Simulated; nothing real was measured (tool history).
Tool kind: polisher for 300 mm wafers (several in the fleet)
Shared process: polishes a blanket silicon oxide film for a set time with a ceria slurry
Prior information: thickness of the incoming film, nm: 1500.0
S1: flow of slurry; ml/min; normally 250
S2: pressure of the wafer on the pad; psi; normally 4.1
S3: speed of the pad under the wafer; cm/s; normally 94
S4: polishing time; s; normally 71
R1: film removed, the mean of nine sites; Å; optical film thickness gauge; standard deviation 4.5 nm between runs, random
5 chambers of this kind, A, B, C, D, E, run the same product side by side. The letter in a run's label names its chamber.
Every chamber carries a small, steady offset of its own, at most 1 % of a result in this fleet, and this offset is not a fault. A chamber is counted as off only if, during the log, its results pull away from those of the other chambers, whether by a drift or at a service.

| run | hour | S1 | S2 | S3 | S4 | R1 |
|---|---|---|---|---|---|---|
| 1C | 12.9 | 250 | 4.1 | 94 | 71 | 3400.5 |
| 2B | 21.5 | 250 | 4.1 | 94 | 71 | 3436 |
| 3A | 31.5 | 250 | 4.1 | 94 | 71 | 3417.5 |
| 4E | 42.4 | 250 | 4.1 | 94 | 71 | 3318.3 |
|  | 46.8 | chamber C: worn pad replaced by a new one |
|  | 48.4 | chamber A: worn pad replaced by a new one |
| 5D | 50.5 | 250 | 4.1 | 94 | 71 | 3439 |
| 6E | 57.3 | 250 | 4.1 | 94 | 93 | 4429.5 |
| 7C | 70.3 | 250 | 4.1 | 94 | 93 | 4574.4 |
|  | 74.5 | chamber E: worn pad replaced by a new one |
|  | 80.1 | chamber B: worn pad replaced by a new one |
| 8B | 82.1 | 250 | 4.1 | 94 | 93 | 4582.7 |
|  | 83.8 | chamber A: slurry nozzle cleaned |
| 9D | 91.9 | 250 | 4.1 | 94 | 93 | 4557 |
| 10A | 99 | 250 | 4.1 | 94 | 93 | 4417 |
| 11B | 108.9 | 250 | 4.1 | 94 | 71 | 3405.5 |
|  | 111.9 | chamber E: slurry nozzle cleaned |
|  | 120.7 | chamber C: worn pad replaced by a new one |
| 12A | 121.1 | 185 | 4.1 | 94 | 71 | 3263.1 |
| 13C | 132 | 185 | 4.1 | 94 | 71 | 3266.1 |
| 14E | 140.4 | 185 | 4.1 | 94 | 71 | 3259.7 |
| 15D | 152 | 185 | 4.1 | 94 | 71 | 3292.7 |
| 16B | 165.5 | 185 | 4.1 | 94 | 71 | 3319.5 |
| 17A | 179.1 | 250 | 5.1 | 94 | 71 | 4297.1 |
|  | 179.6 | chamber C: slurry nozzle cleaned |
|  | 185.7 | chamber A: worn pad replaced by a new one |
| 18E | 189.4 | 250 | 5.1 | 94 | 71 | 4203 |
|  | 191.2 | chamber D: slurry nozzle cleaned |
|  | 198.7 | chamber C: worn pad replaced by a new one |
| 19D | 200.6 | 250 | 5.1 | 94 | 71 | 4103.1 |
| 20C | 213.8 | 250 | 5.1 | 94 | 71 | 4312.7 |
|  | 220.8 | chamber B: worn pad replaced by a new one |
| 21A | 221.8 | 250 | 5.1 | 94 | 71 | 4262.4 |
| 22E | 229.9 | 250 | 4.1 | 94 | 71 | 3363.1 |
|  | 237 | chamber E: worn pad replaced by a new one |
| 23C | 244.4 | 250 | 4.1 | 94 | 71 | 3313.7 |
| 24B | 258.1 | 250 | 4.1 | 94 | 71 | 3496.1 |
| 25D | 269.4 | 250 | 4.1 | 94 | 71 | 3174.5 |
| 26D | 276.3 | 250 | 4.1 | 94 | 71 | 3202 |
|  | 277 | chamber C: worn pad replaced by a new one |
| 27C | 289.5 | 250 | 4.1 | 94 | 71 | 3342 |
|  | 292.7 | chamber A: worn pad replaced by a new one |
| 28A | 300.4 | 250 | 4.1 | 94 | 71 | 3489 |
| 29E | 313.2 | 250 | 4.1 | 94 | 71 | 3422.6 |
|  | 322 | chamber B: slurry nozzle cleaned |
| 30B | 323.5 | 250 | 4.1 | 94 | 71 | 3462.5 |
| 31D | 331.9 | 250 | 4.1 | 94 | 71 | 3102.9 |

One chamber off, gauge drift, or nothing amiss beyond the chambers' own small offsets? If it is a chamber, which one, and what is the likeliest cause?

Little by little, chamber D moves away from the other chambers.
Most likely cause: removal rate lost through wear of the pad, % = 12.2.
The log may not separate it from: head's pressure below its setpoint, %.

Chamber D could run next with any of the 4 candidate recipes listed below; each alters the usual settings, and their results appear as question marks. Which one brings its results back in line with what the other chambers deliver on the usual settings?
In line here means within this much of the mean the other chambers give on the usual settings: R1 160 Å
| 32D-1 | 342.7 | 250 | 4.1 | 94 | 68 | ? |
| 32D-2 | 342.7 | 250 | 4.1 | 88 | 67 | ? |
| 32D-3 | 342.7 | 250 | 4.1 | 106 | 71 | ? |
| 32D-4 | 342.7 | 250 | 4.1 | 94 | 74 | ? |

The mean the other chambers reach with the usual settings: R1 3422.4 Å
| run | R1 |
|---|---|
| 32D-1 | 2926.1 |
| 32D-2 | 2701.8 |
| 32D-3 | 3439.3 |
| 32D-4 | 3184.3 |
32D-3 puts the chamber back in line with the other chambers.
